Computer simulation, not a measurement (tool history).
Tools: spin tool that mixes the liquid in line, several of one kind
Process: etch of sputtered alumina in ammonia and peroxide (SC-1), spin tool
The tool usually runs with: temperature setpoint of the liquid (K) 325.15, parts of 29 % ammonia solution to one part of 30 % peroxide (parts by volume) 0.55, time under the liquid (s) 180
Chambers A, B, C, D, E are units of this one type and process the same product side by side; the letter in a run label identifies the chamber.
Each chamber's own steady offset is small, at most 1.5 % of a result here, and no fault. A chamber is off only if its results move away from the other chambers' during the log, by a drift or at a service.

run,day,temperature setpoint of the liquid (K),parts of 29 % ammonia solution to one part of 30 % peroxide (parts by volume),time under the liquid (s),"read-back film thickness of the sputtered alumina reference wafer, read on the same gauge (nm)",thickness taken off the sputtered alumina on a monitor wafer (nm)
1E,0.171,325.15,0.55,180,30.009,5.8186
2B,0.25,325.15,0.55,180,29.994,5.9581
3C,0.329,325.15,0.55,180,29.993,5.8935
4D,0.438,325.15,0.55,180,30.017,6.0429
5A,0.546,331.65,0.55,180,29.999,8.3222
6A,0.683,331.65,0.55,180,29.97,8.2119
7C,0.829,331.65,0.55,180,30.045,8.2447
8D,0.983,331.65,0.55,180,29.995,8.5719
9E,1.088,331.65,0.55,180,29.98,8.295
10B,1.242,325.15,0.55,180,30.035,5.9522
11E,1.392,325.15,0.55,285,30,9.2389
12D,1.483,325.15,0.55,285,30.023,9.6083
13A,1.562,325.15,0.55,285,30.036,9.4615
14C,1.667,325.15,0.55,285,30.046,9.3775
15B,1.796,325.15,0.55,285,29.996,9.4401
16C,1.946,325.15,0.55,180,30.039,5.771
17E,2.038,319.65,0.55,180,29.999,4.3095
18A,2.146,319.65,0.55,180,30.045,4.3583
19D,2.254,319.65,0.55,180,29.963,4.4642
# day 2.283: chamber C: thermometer replaced
20B,2.354,319.65,0.55,180,30.022,4.4006
21B,2.471,319.65,0.55,180,30.015,4.4256
22E,2.592,325.15,0.55,180,30.01,5.8127
23D,2.671,325.15,0.55,180,30.053,5.7743
24C,2.746,325.15,0.55,180,30.012,5.9147
25A,2.854,325.15,0.85,180,29.988,6.1355
26C,2.975,325.15,0.85,180,29.979,6.15
27D,3.146,325.15,0.85,180,30.019,6.0164
28A,3.225,325.15,0.85,180,30.001,6.1223
29E,3.362,325.15,0.85,180,30.008,6.0496
30B,3.521,325.15,0.55,180,30.007,5.9495
31A,3.692,325.15,0.55,180,30.022,5.8109
32C,3.821,325.15,0.55,180,30.003,5.8859
33D,3.962,333.65,0.55,260,29.978,12.76
34B,4.046,333.65,0.55,260,30.012,13.551
35E,4.162,333.65,0.55,260,30.003,13.225
36D,4.267,333.65,0.55,260,29.97,12.89
37A,4.417,333.65,0.55,260,29.984,13.285
38C,4.542,325.15,0.55,180,30.021,5.8722
39E,4.65,325.15,0.55,180,30,5.845
40B,4.8,325.15,0.3,90,30.018,2.8198
41B,4.892,325.15,0.3,90,29.968,2.7972
42D,5.05,325.15,0.3,90,30.004,2.5838
43C,5.142,325.15,0.3,90,29.987,2.8071
44E,5.233,325.15,0.3,90,30.044,2.7496

One chamber off, gauge drift, or nothing amiss beyond the chambers' own small offsets? If it is a chamber, which one, and what is the likeliest cause?

It is chamber D that slowly wanders off from its peers.
Likeliest cause: temperature lost on the way to the wafer (K) = 1.95.
Not necessarily distinguishable in this log from: liquid colder than its thermometer reads (K).

Which of the 4 candidates below, each the usual settings with something changed and its results left as question marks, puts chamber D back in line with what the other chambers give on the usual settings?
To be in line, a result may differ from the other chambers' mean on the usual settings by at most: thickness taken off the sputtered alumina on a monitor wafer (nm) 0.17
45D-1,5.362,325.15,0.55,165,,?
45D-2,5.362,325.65,0.55,190,,?
45D-3,5.362,326.65,0.55,195,,?
45D-4,5.362,325.15,0.55,155,,?

Other chambers, usual settings, mean: thickness taken off the sputtered alumina on a monitor wafer (nm) 5.9048
run,thickness taken off the sputtered alumina on a monitor wafer (nm)
45D-1,4.9825
45D-2,5.8969
45D-3,6.3915
45D-4,4.6805
The answer is 45D-2, which returns the chamber to within the allowed miss of the others.
